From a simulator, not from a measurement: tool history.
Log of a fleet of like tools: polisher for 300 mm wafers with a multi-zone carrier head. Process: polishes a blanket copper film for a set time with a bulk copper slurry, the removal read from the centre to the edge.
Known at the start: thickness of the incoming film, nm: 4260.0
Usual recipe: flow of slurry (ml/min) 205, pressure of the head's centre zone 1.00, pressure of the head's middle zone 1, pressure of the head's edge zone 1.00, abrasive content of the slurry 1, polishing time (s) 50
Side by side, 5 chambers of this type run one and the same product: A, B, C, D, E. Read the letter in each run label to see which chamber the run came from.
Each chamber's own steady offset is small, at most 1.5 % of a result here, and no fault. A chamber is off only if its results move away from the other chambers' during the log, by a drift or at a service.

run,day,flow of slurry (ml/min),pressure of the head's centre zone,pressure of the head's middle zone,pressure of the head's edge zone,abrasive content of the slurry,polishing time (s),film removed at the wafer's centre (Å),film removed at mid-radius (Å),film removed at the wafer's edge (Å)
# day 0.133: chamber A: edge zone pressure recalibrated
1E,0.175,205,1.00,1,1.00,1,50,5399.8,5405.2,5297.6
2B,0.342,205,1.00,1,1.00,1,50,5260.6,5342.0,5277.2
3C,0.571,205,1.00,1,1.00,1,50,5322.2,5420.1,5204.8
# day 0.746: chamber D: worn pad replaced by a new one
4A,0.812,205,1.00,1,1.00,1,50,5351.7,5202.3,5160.1
# day 0.854: chamber C: worn pad replaced by a new one
5D,1.033,205,1.00,1,1.00,1,50,5384.0,5439.9,5313.3
6A,1.167,205,1.00,1,1.00,1,50,5297.7,5192.3,5355.6
7E,1.325,205,1.00,1,1.00,1,50,5297.0,5235.6,5317.0
# day 1.358: chamber E: worn pad replaced by a new one
8B,1.475,205,1.00,1,1.00,1,50,5242.3,5378.8,5434.9
9D,1.658,205,1.00,1,1.00,1,50,5214.6,5242.4,5401.8
10C,1.842,205,1.00,1,1.00,1,50,5271.3,5274.5,5225.8
11A,2.025,175,1.00,1,1.08,1,50,5165.5,5122.6,5321.9
# day 2.083: chamber B: worn pad replaced by a new one
# day 2.146: chamber A: worn pad replaced by a new one
12B,2.196,175,1.00,1,1.08,1,50,5178.0,5189.0,5336.0
13E,2.367,175,1.00,1,1.08,1,50,5182.1,5095.6,5501.3
# day 2.571: chamber D: worn pad replaced by a new one
14D,2.612,175,1.00,1,1.08,1,50,5166.1,5179.2,5343.4
# day 2.754: chamber C: worn pad replaced by a new one
# day 2.771: chamber E: worn pad replaced by a new one
# day 2.804: chamber B: centre zone pressure recalibrated
15C,2.829,175,1.00,1,1.08,1,50,5116.2,5219.9,5387.4
16A,3.058,205,1.00,1,1.00,1,50,5246.8,5024.9,5410.7
17E,3.229,205,1.00,1,1.00,1,50,5293.3,5286.0,5312.1
18D,3.375,205,1.00,1,1.00,1,50,5288.0,5239.6,5331.4
19C,3.496,205,1.00,1,1.00,1,50,5358.9,5419.2,5226.4
20B,3.688,205,1.00,1,1.00,1,50,5286.7,5464.0,5225.6
# day 3.821: chamber D: centre zone pressure recalibrated
21C,3.829,205,1.00,1,1.00,1,50,5284.4,5195.4,5275.9
22B,4.012,205,1.00,1,1.00,1,50,5356.5,5346.8,5406.1
23D,4.125,205,1.00,1,1.00,1,50,5783.5,5300.1,5375.3
# day 4.250: chamber E: worn pad replaced by a new one
24E,4.354,205,1.00,1,1.00,1,50,5259.1,5300.8,5359.4
25A,4.517,205,1.00,1,1.00,1,50,5307.4,5263.7,5302.3
26C,4.646,205,1.00,1,1.00,1,50,5376.2,5294.9,5226.8
# day 4.746: chamber D: worn pad replaced by a new one
27D,4.758,205,1.00,1,1.00,1,50,5734.2,5381.4,5425.4
# day 4.912: chamber A: worn pad replaced by a new one
28B,4.950,205,1.00,1,1.00,1,50,5288.5,5431.1,5338.4
29E,5.179,205,1.07,1,1.00,1,37,4248.5,3953.3,3879.7
# day 5.212: chamber C: worn pad replaced by a new one
30A,5.312,205,1.07,1,1.00,1,37,4196.6,3989.7,3881.7
# day 5.475: chamber B: worn pad replaced by a new one
31A,5.492,205,1.07,1,1.00,1,37,4197.9,3903.9,3882.1
32E,5.683,205,1.07,1,1.00,1,37,4211.0,3854.9,3915.8
# day 5.783: chamber E: worn pad replaced by a new one
33C,5.888,205,1.07,1,1.00,1,37,4216.8,3985.0,3895.0
34B,6.067,205,0.91,1,1.00,1,50,4750.5,5315.9,5298.3
# day 6.275: chamber C: centre zone pressure recalibrated
# day 6.308: chamber A: slurry nozzle cleaned
35D,6.317,205,0.91,1,1.00,1,50,5205.4,5340.7,5197.7
36B,6.554,205,0.91,1,1.00,1,50,4820.8,5335.4,5313.8
# day 6.696: chamber D: slurry nozzle cleaned
37D,6.754,205,0.91,1,1.00,1,50,5187.1,5289.7,5418.5
38E,6.908,205,0.91,1,1.00,1,50,4785.7,5129.7,5345.9
# day 7.138: chamber C: worn pad replaced by a new one
39A,7.158,205,1.00,1,1.00,1,50,5307.7,5135.7,5332.6
40C,7.329,205,1.00,1,1.00,1,50,5259.3,5483.9,5523.4

Read the log: is a single chamber off, either drifting away or since a service, is the gauge that measures every chamber drifting, or is nothing wrong beyond small per-chamber offsets? Name any odd chamber and what most likely caused it.

A service left chamber D off against the others.
Most likely cause: centre zone's pressure above its setpoint, % = 8.25.

Which of the 4 candidates below, each the usual settings with something changed and its results left as question marks, puts chamber D back in line with what the other chambers give on the usual settings?
Allowed miss from the other chambers' usual-settings mean, per result, to count as in line: film removed at the wafer's centre (Å) 140.0; film removed at mid-radius (Å) 250.0; film removed at the wafer's edge (Å) 270.0
41D-1,7.508,200,0.93,1.01,1.03,1,50,?,?,?
41D-2,7.508,210,1.07,0.98,0.98,1,51,?,?,?
41D-3,7.508,205,0.97,1.01,1.01,1,50,?,?,?
41D-4,7.508,205,1.03,0.99,0.99,1,50,?,?,?

Usual-settings mean across the other chambers: film removed at the wafer's centre (Å) 5289.6; film removed at mid-radius (Å) 5298.4; film removed at the wafer's edge (Å) 5291.3
run,film removed at the wafer's centre (Å),film removed at mid-radius (Å),film removed at the wafer's edge (Å)
41D-1,5313.6,5297.6,5404.5
41D-2,6346.0,5286.6,5398.5
41D-3,5581.8,5315.4,5362.1
41D-4,5951.6,5215.6,5307.0
The answer is 41D-1, which returns the chamber to within the allowed miss of the others.
